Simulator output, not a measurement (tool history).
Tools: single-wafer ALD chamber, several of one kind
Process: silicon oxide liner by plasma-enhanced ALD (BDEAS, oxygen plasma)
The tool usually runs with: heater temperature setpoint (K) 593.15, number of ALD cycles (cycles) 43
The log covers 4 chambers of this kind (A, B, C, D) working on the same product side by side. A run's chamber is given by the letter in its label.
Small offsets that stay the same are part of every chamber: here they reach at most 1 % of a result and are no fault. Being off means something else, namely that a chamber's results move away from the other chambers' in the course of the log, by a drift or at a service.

run,hour,heater temperature setpoint (K),number of ALD cycles (cycles),hours since the last thermocouple change,"read-back reference wafer on the same gauge, thickness_nm",mean film thickness on the monitor wafer (nm)
1B,6.3,593.15,43,1287.3,4.5286,3.8569
2C,18.9,593.15,43,1036.2,4.5293,3.8635
3D,26.2,593.15,43,830.7,4.5308,3.9334
4A,36.8,593.15,43,2701.0,4.5300,3.8321
# hour 43.7: chamber A: thermocouple changed; heater temperature recalibrated
5D,44.3,593.15,43,848.8,4.5355,3.8935
6B,55.1,593.15,43,1336.1,4.5227,3.8469
# hour 57.1: chamber D: thermocouple changed; heater temperature recalibrated
7A,65.5,606.15,47,21.9,4.5281,4.1326
8C,79.2,606.15,47,1096.5,4.5336,4.1653
9D,85.7,606.15,47,28.6,4.5308,4.1880
10A,100.2,606.15,47,56.6,4.5305,4.1231
11C,114.0,593.15,43,1131.3,4.5270,3.8714
12B,120.7,593.15,43,1401.7,4.5347,3.8525
13A,132.5,593.15,43,88.9,4.5284,3.8839
14C,143.2,593.15,43,1160.5,4.5291,3.9202
# hour 147.8: chamber B: thermocouple changed; heater temperature recalibrated
15B,153.3,593.15,43,5.6,4.5277,3.8539
16D,163.4,593.15,43,106.3,4.5322,3.8770
17A,173.3,593.15,43,129.7,4.5269,3.8474
18D,182.7,593.15,43,125.6,4.5305,3.9122
19C,189.0,593.15,35,1206.3,4.5315,3.1562
20B,202.4,593.15,35,54.7,4.5292,3.1738
21B,212.0,593.15,35,64.3,4.5321,3.1222
22A,219.6,593.15,35,176.0,4.5281,3.1266
23C,232.4,593.15,43,1249.7,4.5310,3.8891
24D,241.5,593.15,43,184.4,4.5271,3.9148
25C,254.5,593.15,43,1271.8,4.5342,3.9018
26A,268.2,593.15,43,224.6,4.5321,3.8630
27D,280.3,593.15,43,223.2,4.5320,3.8744
28B,290.7,585.15,43,143.0,4.5329,3.9155
29B,302.8,585.15,43,155.1,4.5267,3.8960
30A,310.1,585.15,43,266.5,4.5350,3.9486
31D,318.0,585.15,43,260.9,4.5312,3.9379
32C,326.1,593.15,43,1343.4,4.5303,3.8867
33B,335.6,593.15,43,187.9,4.5297,3.8763
34D,342.2,593.15,43,285.1,4.5336,3.8946
35A,348.9,593.15,43,305.3,4.5326,3.8569
36C,357.8,593.15,43,1375.1,4.5326,3.8633
37B,369.9,593.15,40,222.2,4.5274,3.6219

Decide between three cases: one chamber stands off from its peers, the gauge reading all wafers drifts, or nothing is wrong past each chamber's small offset. Where a chamber is off, say which and what most likely put it there.

The fleet is healthy, with each chamber sitting at its usual small offset and no drift in the gauge.
